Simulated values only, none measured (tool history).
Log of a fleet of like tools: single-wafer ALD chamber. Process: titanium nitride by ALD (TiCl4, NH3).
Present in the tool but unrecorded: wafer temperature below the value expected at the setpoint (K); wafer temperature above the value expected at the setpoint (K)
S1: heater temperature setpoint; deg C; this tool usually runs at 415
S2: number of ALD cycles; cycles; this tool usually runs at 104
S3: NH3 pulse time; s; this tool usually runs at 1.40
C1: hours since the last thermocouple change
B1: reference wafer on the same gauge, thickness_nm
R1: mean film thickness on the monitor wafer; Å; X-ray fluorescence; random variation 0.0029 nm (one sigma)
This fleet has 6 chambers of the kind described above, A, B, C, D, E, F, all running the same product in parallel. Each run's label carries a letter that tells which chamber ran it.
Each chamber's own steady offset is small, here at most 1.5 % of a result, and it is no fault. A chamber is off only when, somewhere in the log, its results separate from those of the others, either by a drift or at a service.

{"run": "1E", "hour": 4.4, "S1": 415, "S2": 104, "S3": 1.4, "C1": 1020.3, "B1": 2.5398, "R1": 22.429}
{"run": "2F", "hour": 9.1, "S1": 415, "S2": 104, "S3": 1.4, "C1": 318.6, "B1": 2.5405, "R1": 22.689}
{"run": "3C", "hour": 18.2, "S1": 415, "S2": 104, "S3": 1.4, "C1": 2168.8, "B1": 2.5414, "R1": 22.851}
{"run": "4A", "hour": 27.0, "S1": 415, "S2": 104, "S3": 1.4, "C1": 739.1, "B1": 2.5416, "R1": 22.473}
{"run": "5B", "hour": 31.4, "S1": 415, "S2": 104, "S3": 1.4, "C1": 272.4, "B1": 2.5407, "R1": 22.793}
{"run": "6D", "hour": 35.7, "S1": 415, "S2": 104, "S3": 1.4, "C1": 542.5, "B1": 2.5425, "R1": 22.826}
{"run": "7E", "hour": 42.1, "S1": 415, "S2": 104, "S3": 1.4, "C1": 1058.0, "B1": 2.5423, "R1": 22.412}
{"run": "8B", "hour": 49.6, "S1": 415, "S2": 104, "S3": 1.4, "C1": 290.6, "B1": 2.543, "R1": 22.817}
{"run": "9A", "hour": 56.9, "S1": 415, "S2": 104, "S3": 1.4, "C1": 769.0, "B1": 2.5431, "R1": 22.512}
{"run": "10D", "hour": 63.8, "S1": 415, "S2": 104, "S3": 1.4, "C1": 570.6, "B1": 2.5432, "R1": 22.808}
{"run": "11F", "hour": 72.5, "S1": 415, "S2": 104, "S3": 1.4, "C1": 382.0, "B1": 2.5439, "R1": 22.66}
{"run": "12C", "hour": 79.5, "S1": 415, "S2": 104, "S3": 1.4, "C1": 2230.1, "B1": 2.5449, "R1": 22.837}
{"run": "13A", "hour": 88.6, "S1": 415, "S2": 104, "S3": 1.4, "C1": 800.7, "B1": 2.5451, "R1": 22.49}
{"run": "14B", "hour": 96.5, "S1": 415, "S2": 104, "S3": 1.4, "C1": 337.5, "B1": 2.5463, "R1": 22.864}
{"run": "15D", "hour": 103.7, "S1": 415, "S2": 104, "S3": 1.4, "C1": 610.5, "B1": 2.5453, "R1": 22.902}
{"run": "16C", "hour": 108.1, "S1": 415, "S2": 104, "S3": 1.4, "C1": 2258.7, "B1": 2.5452, "R1": 22.936}
{"run": "17E", "hour": 113.0, "S1": 415, "S2": 104, "S3": 1.4, "C1": 1128.9, "B1": 2.5464, "R1": 22.491}
{"run": "18F", "hour": 119.5, "S1": 415, "S2": 104, "S3": 1.4, "C1": 429.0, "B1": 2.5458, "R1": 22.703}
{"run": "19D", "hour": 127.6, "S1": 415, "S2": 104, "S3": 1.4, "C1": 634.4, "B1": 2.5477, "R1": 22.805}
{"run": "20E", "hour": 134.8, "S1": 415, "S2": 104, "S3": 1.4, "C1": 1150.7, "B1": 2.5472, "R1": 22.536}
{"run": "21A", "hour": 142.6, "S1": 415, "S2": 104, "S3": 1.4, "C1": 854.7, "B1": 2.5479, "R1": 22.504}
{"run": "22B", "hour": 147.5, "S1": 415, "S2": 104, "S3": 1.4, "C1": 388.5, "B1": 2.5482, "R1": 22.807}
{"run": "23F", "hour": 155.1, "S1": 415, "S2": 104, "S3": 1.4, "C1": 464.6, "B1": 2.5481, "R1": 22.697}
{"run": "24C", "hour": 161.5, "S1": 415, "S2": 104, "S3": 1.4, "C1": 2312.1, "B1": 2.549, "R1": 22.897}
{"run": "25B", "hour": 168.5, "S1": 415, "S2": 104, "S3": 1.4, "C1": 409.5, "B1": 2.55, "R1": 22.89}
{"run": "26D", "hour": 172.6, "S1": 415, "S2": 104, "S3": 1.4, "C1": 679.4, "B1": 2.5487, "R1": 22.888}
{"run": "27F", "hour": 178.8, "S1": 415, "S2": 104, "S3": 1.4, "C1": 488.3, "B1": 2.5494, "R1": 22.725}
{"run": "28C", "hour": 184.4, "S1": 415, "S2": 104, "S3": 1.4, "C1": 2335.0, "B1": 2.5498, "R1": 22.945}
{"run": "29A", "hour": 188.8, "S1": 415, "S2": 104, "S3": 1.4, "C1": 900.9, "B1": 2.55, "R1": 22.537}
{"run": "30E", "hour": 195.1, "S1": 415, "S2": 104, "S3": 1.4, "C1": 1211.0, "B1": 2.5504, "R1": 22.535}
{"run": "31D", "hour": 203.7, "S1": 415, "S2": 104, "S3": 1.4, "C1": 710.5, "B1": 2.5506, "R1": 22.91}
{"run": "32E", "hour": 209.6, "S1": 415, "S2": 104, "S3": 1.4, "C1": 1225.5, "B1": 2.5518, "R1": 22.506}
{"run": "33B", "hour": 213.8, "S1": 415, "S2": 104, "S3": 1.4, "C1": 454.8, "B1": 2.5508, "R1": 22.885}
{"run": "34C", "hour": 218.0, "S1": 415, "S2": 104, "S3": 1.4, "C1": 2368.6, "B1": 2.5517, "R1": 22.969}
{"run": "35A", "hour": 224.7, "S1": 415, "S2": 104, "S3": 1.4, "C1": 936.8, "B1": 2.5523, "R1": 22.558}
{"run": "36F", "hour": 233.9, "S1": 415, "S2": 84, "S3": 0.95, "C1": 543.4, "B1": 2.5525, "R1": 18.064}
{"run": "37F", "hour": 242.2, "S1": 415, "S2": 84, "S3": 0.95, "C1": 551.7, "B1": 2.5518, "R1": 18.051}

What goes on in this fleet: one chamber off, a drifting gauge, or nothing beyond the chambers' own small offsets? Name the chamber and the cause, if any.

The shared gauge is drifting. All chambers look as if they move in step, but none is off.
Cause: gauge reads high (%) = 0.516.

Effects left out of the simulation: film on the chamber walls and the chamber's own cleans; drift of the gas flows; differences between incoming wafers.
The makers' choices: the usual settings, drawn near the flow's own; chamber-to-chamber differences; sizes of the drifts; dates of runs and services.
